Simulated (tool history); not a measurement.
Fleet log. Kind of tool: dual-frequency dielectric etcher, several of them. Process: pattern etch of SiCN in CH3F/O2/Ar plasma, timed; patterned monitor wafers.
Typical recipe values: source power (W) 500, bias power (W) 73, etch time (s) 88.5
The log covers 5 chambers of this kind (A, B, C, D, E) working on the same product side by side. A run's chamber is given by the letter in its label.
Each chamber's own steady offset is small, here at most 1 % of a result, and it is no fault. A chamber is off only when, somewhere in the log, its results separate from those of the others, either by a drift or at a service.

run,hour,source power (W),bias power (W),etch time (s),hours since the last wet clean,hours since the last source power generator calibration,hours since the last bias power generator calibration,"read-back reference wafer on the same gauge, depth_nm",mean etch depth across the wafer (angstrom)
1E,4.5,500,73,88.5,416.9,1800.9,1620,34.223,361.68
2B,8.4,500,73,88.5,409.7,1727.3,820.2,34.194,359.06
3D,13.5,500,73,88.5,204.2,2163.4,518.3,34.185,363.51
4A,20.5,500,73,88.5,179,480.1,2773.4,34.198,365.68
5C,28,500,73,88.5,389.1,1501.1,976.6,34.201,364.06
6C,35.8,500,73,88.5,396.9,1508.9,984.4,34.233,364.93
7A,42.6,500,73,88.5,201.1,502.2,2795.5,34.188,362.59
8E,47.8,500,73,88.5,460.2,1844.2,1663.3,34.234,359.46
9D,54.3,500,73,88.5,245,2204.2,559.1,34.186,360.73
10B,59,500,73,88.5,460.3,1777.9,870.8,34.193,360.54
11B,67.1,500,73,88.5,468.4,1786,878.9,34.205,360.83
12C,72,500,73,88.5,433.1,1545.1,1020.6,34.196,365.07
# hour 74.8: chamber E: wet clean of the chamber
13A,77.9,500,73,88.5,236.4,537.5,2830.8,34.21,363.65
14D,85.4,500,73,88.5,276.1,2235.3,590.2,34.185,365.05
15E,89.6,500,73,88.5,14.9,1886,1705.1,34.213,348.78
16A,94.2,570,73,102.5,252.7,553.8,2847.1,34.226,442.42
17B,101.8,570,73,102.5,503.1,1820.7,913.6,34.223,439.99
18E,107,570,73,102.5,32.3,1903.4,1722.5,34.2,422.9
19C,113.9,570,73,102.5,475,1587,1062.5,34.21,442.75
20D,122,570,73,102.5,312.7,2271.9,626.8,34.226,441.87
21B,128.6,500,73,88.5,529.9,1847.5,940.4,34.183,360.58
22D,134.6,500,73,88.5,325.3,2284.5,639.4,34.195,362.21
# hour 137.8: chamber C: wet clean of the chamber
23A,142.1,500,73,70,300.6,601.7,2895,34.179,287.36
24E,147.6,500,73,70,72.9,1944,1763.1,34.18,276.78
25C,156.2,500,73,70,18.5,1629.3,1104.8,34.203,287.91
26B,160.9,500,73,70,562.2,1879.8,972.7,34.198,285.63
27D,165.8,500,73,70,356.5,2315.7,670.6,34.177,286.45
28C,170.4,500,73,88.5,32.7,1643.5,1119,34.183,366.35
# hour 174.3: chamber D: wet clean of the chamber
29E,178.1,500,73,88.5,103.4,1974.5,1793.6,34.197,349.23
# hour 178.9: chamber B: wet clean of the chamber
30A,184.4,500,73,88.5,342.9,644,2937.3,34.214,364.79
31C,188.9,500,73,88.5,51.2,1662,1137.5,34.222,365.3
32D,193.2,500,73,88.5,18.9,2343.1,698,34.19,361.36
33E,200.9,500,73,88.5,126.2,1997.3,1816.4,34.191,347.53
# hour 202.7: chamber A: bias power generator calibrated
34A,208.4,500,73,88.5,366.9,668,5.8,34.226,362.33
35B,213.7,500,73,88.5,34.9,1932.6,1025.5,34.187,361.19
# hour 220.9: chamber A: wet clean of the chamber
36E,221.4,500,73,88.5,146.7,2017.8,1836.9,34.201,347.9
37D,226.7,580,67,88.5,52.4,2376.6,731.5,34.204,374.12
38A,231.1,580,67,88.5,10.3,690.7,28.5,34.206,373.99
39C,239.5,580,67,88.5,101.8,1712.6,1188.1,34.212,373.72

Decide between three cases: one chamber stands off from its peers, the gauge reading all wafers drifts, or nothing is wrong past each chamber's small offset. Where a chamber is off, say which and what most likely put it there.

After it was serviced, chamber E no longer matches the other chambers.
What lies behind it: etch rate under this chamber's usual, % = 3.73.

Below are 4 candidate recipes for chamber E's next run, each the usual settings with a change, their results shown as question marks. Which of them brings E's results back in line with what the other chambers give on the usual settings?
Maximum distance from the other chambers' mean on the usual settings for a result to count as in line: mean etch depth across the wafer (angstrom) 4
40E-1,245.8,560,73,88.5,,,,,?
40E-2,245.8,410,73,88.5,,,,,?
40E-3,245.8,500,72,85.5,,,,,?
40E-4,245.8,510,74,94.5,,,,,?

The mean the other chambers reach with the usual settings: mean etch depth across the wafer (angstrom) 362.88
run,mean etch depth across the wafer (angstrom)
40E-1,363.58
40E-2,323.76
40E-3,335.09
40E-4,376.68
The right change is 40E-1: it brings the chamber back within the allowed miss of the others.
